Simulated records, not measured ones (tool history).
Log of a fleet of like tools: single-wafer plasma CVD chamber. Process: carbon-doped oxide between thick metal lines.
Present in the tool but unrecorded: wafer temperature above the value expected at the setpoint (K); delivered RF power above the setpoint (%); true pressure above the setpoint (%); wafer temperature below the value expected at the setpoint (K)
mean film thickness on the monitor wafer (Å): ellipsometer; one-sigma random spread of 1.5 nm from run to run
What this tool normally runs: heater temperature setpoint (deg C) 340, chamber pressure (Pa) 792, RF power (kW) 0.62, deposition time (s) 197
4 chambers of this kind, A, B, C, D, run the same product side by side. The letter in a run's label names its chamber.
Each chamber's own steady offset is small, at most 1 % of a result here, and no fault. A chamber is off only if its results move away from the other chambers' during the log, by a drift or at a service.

run   hour  heater temperature setpoint (deg C)  chamber pressure (Pa)  RF power (kW)  deposition time (s)  hours since the last thermocouple change  hours since the last RF generator calibration  hours since the last manometer calibration  read-back reference wafer on the same gauge, thickness_nm  mean film thickness on the monitor wafer (Å)
 1C     11                                  340                    792           0.62                  197                                    1407.3                                         1009.5                                       637.6                                                     1259.2                                         11938
 2D   16.8                                  340                    792           0.62                  197                                      52.1                                          821.4                                      1310.9                                                     1259.6                                         11878
 3A   29.3                                  340                    792           0.62                  197                                    1354.8                                         1517.1                                      1360.1                                                     1259.4                                         11811
      30.2  -- chamber C: RF generator calibrated
 4B   37.9                                  340                    792           0.62                  197                                     359.9                                         1382.9                                      1659.8                                                     1259.3                                         11998
 5D   44.4                                  340                    792           0.62                  197                                      79.7                                            849                                      1338.5                                                       1259                                         11847
 6C     51                                  340                    985           0.62                  197                                    1447.3                                           20.8                                       677.6                                                     1258.7                                         12175
 7A   57.3                                  340                    985           0.62                  197                                    1382.8                                         1545.1                                      1388.1                                                     1258.4                                         12061
 8B   63.7                                  340                    985           0.62                  197                                     385.7                                         1408.7                                      1685.6                                                       1258                                         12222
        64  -- chamber A: capacitance manometer re-zeroed and calibrated
      67.4  -- chamber B: RF generator calibrated
 9A   76.3                                  340                    985           0.62                  197                                    1401.8                                         1564.1                                        12.3                                                     1257.9                                         12037
10B   88.9                                  340                    792           0.62                  197                                     410.9                                           21.6                                      1710.8                                                     1257.6                                         11954
11D   95.9                                  340                    792           0.62                  197                                     131.2                                          900.5                                        1390                                                       1258                                         11876
12C    102                                  340                    712           0.69                  197                                    1498.3                                           71.8                                       728.6                                                     1257.8                                         12530
13D  113.6                                  340                    712           0.69                  197                                     148.9                                          918.2                                      1407.7                                                     1257.1                                         12438
14B  119.4                                  340                    712           0.69                  197                                     441.4                                           52.1                                      1741.3                                                     1257.3                                         12588
15A  126.6                                  340                    712           0.69                  197                                    1452.1                                         1614.4                                        62.6                                                     1256.9                                         12407
16C  132.4                                  340                    792           0.62                  197                                    1528.7                                          102.2                                         759                                                     1256.5                                         11932
17B  141.1                                  340                    792           0.62                  197                                     463.1                                           73.8                                        1763                                                     1256.3                                         11919
18C  152.6                                  340                    792           0.62                  197                                    1548.9                                          122.4                                       779.2                                                     1255.7                                         11917
19A  159.9                                  340                    792           0.62                  197                                    1485.4                                         1647.7                                        95.9                                                     1255.8                                         11781
20D  165.6                                  340                    792           0.62                  197                                     200.9                                          970.2                                      1459.7                                                       1256                                         11806
21B  178.5                                  340                    792           0.62                  197                                     500.5                                          111.2                                      1800.4                                                     1255.7                                         11926
22A  186.1                                  340                    792           0.62                  197                                    1511.6                                         1673.9                                       122.1                                                     1255.7                                         11783
23D    193                                  340                    792           0.62                  197                                     228.3                                          997.6                                      1487.1                                                     1255.3                                         11835
24C    201                                  340                    792           0.62                  197                                    1597.3                                          170.8                                       827.6                                                     1255.2                                         11915
25D  208.8                                  340                    792           0.62                  197                                     244.1                                         1013.4                                      1502.9                                                     1255.2                                         11822
26A  220.2                                  340                    792           0.62                  197                                    1545.7                                           1708                                       156.2                                                     1254.5                                         11778
     227.3  -- chamber B: capacitance manometer re-zeroed and calibrated
27C  229.1                                  340                    792           0.62                  197                                    1625.4                                          198.9                                       855.7                                                     1254.5                                         11924
28B  241.7                                  340                    792           0.62                  197                                     563.7                                          174.4                                        14.5                                                     1253.8                                         11933
29C  254.2                                  340                    792           0.62                  230                                    1650.5                                            224                                       880.8                                                     1253.6                                         13908
30A  262.1                                  340                    792           0.62                  230                                    1587.6                                         1749.9                                       198.1                                                     1253.4                                         13733

Is one chamber off against the others, does the gauge drift, or is nothing wrong? If a chamber is off, say which, and what the likeliest cause is.

Gauge drift. The chambers move together only on paper, and none stands off.
What lies behind it: gauge reads low (%) = 0.533.
